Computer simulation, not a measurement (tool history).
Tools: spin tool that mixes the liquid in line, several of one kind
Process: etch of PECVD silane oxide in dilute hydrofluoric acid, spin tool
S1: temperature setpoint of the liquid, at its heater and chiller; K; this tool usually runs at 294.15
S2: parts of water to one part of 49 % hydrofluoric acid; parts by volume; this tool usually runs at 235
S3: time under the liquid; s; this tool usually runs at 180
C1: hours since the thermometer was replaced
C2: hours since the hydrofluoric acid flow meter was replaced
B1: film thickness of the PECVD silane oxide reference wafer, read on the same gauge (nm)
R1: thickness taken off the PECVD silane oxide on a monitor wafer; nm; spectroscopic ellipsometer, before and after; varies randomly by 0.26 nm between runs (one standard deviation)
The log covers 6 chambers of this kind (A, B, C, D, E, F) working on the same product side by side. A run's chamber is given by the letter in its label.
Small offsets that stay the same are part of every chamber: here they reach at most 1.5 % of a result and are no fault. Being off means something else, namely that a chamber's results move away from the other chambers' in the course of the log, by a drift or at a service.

run 1F hour=4.5 | S1=294.15 S2=235 S3=180 | C1=1897.8 C2=515.5 | B1=59.997 | R1=29.825
-- hour=10.0 chamber D: hydrofluoric acid flow meter replaced
run 2B hour=10.2 | S1=294.15 S2=235 S3=180 | C1=210.4 C2=527.7 | B1=59.994 | R1=30.100
run 3A hour=16.5 | S1=294.15 S2=235 S3=180 | C1=732.5 C2=624.1 | B1=60.005 | R1=29.569
run 4D hour=23.0 | S1=294.15 S2=235 S3=180 | C1=471.6 C2=13.0 | B1=59.984 | R1=29.249
run 5E hour=29.9 | S1=294.15 S2=235 S3=180 | C1=195.6 C2=260.4 | B1=60.005 | R1=29.739
run 6C hour=36.9 | S1=294.15 S2=235 S3=180 | C1=61.5 C2=337.1 | B1=60.000 | R1=29.604
-- hour=37.0 chamber F: hydrofluoric acid flow meter replaced
run 7C hour=41.9 | S1=294.15 S2=235 S3=180 | C1=66.5 C2=342.1 | B1=60.013 | R1=29.573
run 8D hour=47.3 | S1=294.15 S2=235 S3=180 | C1=495.9 C2=37.3 | B1=60.007 | R1=29.221
run 9F hour=52.5 | S1=294.15 S2=235 S3=180 | C1=1945.8 C2=15.5 | B1=60.019 | R1=29.521
run 10B hour=57.6 | S1=294.15 S2=235 S3=180 | C1=257.8 C2=575.1 | B1=59.992 | R1=30.169
run 11E hour=62.5 | S1=294.15 S2=235 S3=105 | C1=228.2 C2=293.0 | B1=60.001 | R1=17.125
run 12A hour=67.1 | S1=294.15 S2=235 S3=105 | C1=783.1 C2=674.7 | B1=60.016 | R1=17.073
run 13C hour=70.6 | S1=294.15 S2=235 S3=105 | C1=95.2 C2=370.8 | B1=60.021 | R1=17.079
run 14E hour=76.0 | S1=294.15 S2=235 S3=105 | C1=241.7 C2=306.5 | B1=59.989 | R1=17.214
run 15F hour=82.5 | S1=294.15 S2=235 S3=105 | C1=1975.8 C2=45.5 | B1=60.010 | R1=17.409
run 16D hour=88.9 | S1=294.15 S2=235 S3=105 | C1=537.5 C2=78.9 | B1=60.019 | R1=17.107
run 17B hour=95.0 | S1=294.15 S2=235 S3=180 | C1=295.2 C2=612.5 | B1=60.027 | R1=30.145
run 18A hour=100.4 | S1=294.15 S2=235 S3=180 | C1=816.4 C2=708.0 | B1=60.005 | R1=30.037
run 19A hour=107.5 | S1=294.15 S2=235 S3=180 | C1=823.5 C2=715.1 | B1=59.989 | R1=30.178
run 20E hour=113.8 | S1=294.15 S2=235 S3=180 | C1=279.5 C2=344.3 | B1=60.002 | R1=29.823
run 21D hour=121.2 | S1=294.15 S2=235 S3=180 | C1=569.8 C2=111.2 | B1=59.991 | R1=29.021
run 22C hour=128.1 | S1=294.15 S2=235 S3=180 | C1=152.7 C2=428.3 | B1=59.994 | R1=29.216
run 23F hour=134.4 | S1=294.15 S2=235 S3=180 | C1=2027.7 C2=97.4 | B1=59.993 | R1=29.534
run 24B hour=141.4 | S1=294.15 S2=235 S3=180 | C1=341.6 C2=658.9 | B1=59.994 | R1=30.176
run 25A hour=144.9 | S1=294.15 S2=235 S3=180 | C1=860.9 C2=752.5 | B1=60.004 | R1=31.329
run 26C hour=151.5 | S1=294.15 S2=310 S3=180 | C1=176.1 C2=451.7 | B1=59.994 | R1=20.736
run 27E hour=158.9 | S1=294.15 S2=310 S3=180 | C1=324.6 C2=389.4 | B1=59.989 | R1=20.867
run 28F hour=164.4 | S1=294.15 S2=310 S3=180 | C1=2057.7 C2=127.4 | B1=59.993 | R1=21.387
run 29B hour=168.8 | S1=294.15 S2=310 S3=180 | C1=369.0 C2=686.3 | B1=59.991 | R1=21.247
run 30D hour=173.4 | S1=294.15 S2=310 S3=180 | C1=622.0 C2=163.4 | B1=60.014 | R1=21.015
run 31F hour=180.7 | S1=294.15 S2=310 S3=180 | C1=2074.0 C2=143.7 | B1=59.990 | R1=20.896
run 32C hour=186.4 | S1=294.15 S2=235 S3=180 | C1=211.0 C2=486.6 | B1=59.977 | R1=29.387
run 33B hour=190.3 | S1=294.15 S2=235 S3=180 | C1=390.5 C2=707.8 | B1=59.996 | R1=29.568
run 34E hour=197.4 | S1=294.15 S2=235 S3=180 | C1=363.1 C2=427.9 | B1=60.002 | R1=29.338
run 35D hour=204.8 | S1=294.15 S2=155 S3=180 | C1=653.4 C2=194.8 | B1=60.002 | R1=49.201
run 36A hour=212.1 | S1=294.15 S2=155 S3=180 | C1=928.1 C2=819.7 | B1=60.011 | R1=53.831
run 37D hour=219.5 | S1=294.15 S2=155 S3=180 | C1=668.1 C2=209.5 | B1=59.967 | R1=48.192
run 38B hour=226.5 | S1=294.15 S2=155 S3=180 | C1=426.7 C2=744.0 | B1=60.008 | R1=48.930

Next, every chamber runs the same settings. What will each give?
run 39A hour=231.9 | S1=296.65 S2=235 S3=180 | R1=?
run 39B hour=231.9 | S1=296.65 S2=235 S3=180 | R1=?
run 39C hour=231.9 | S1=296.65 S2=235 S3=180 | R1=?
run 39D hour=231.9 | S1=296.65 S2=235 S3=180 | R1=?
run 39E hour=231.9 | S1=296.65 S2=235 S3=180 | R1=?
run 39F hour=231.9 | S1=296.65 S2=235 S3=180 | R1=?

run=39A R1=36.639
run=39B R1=32.477
run=39C R1=31.937
run=39D R1=32.190
run=39E R1=32.128
run=39F R1=32.567
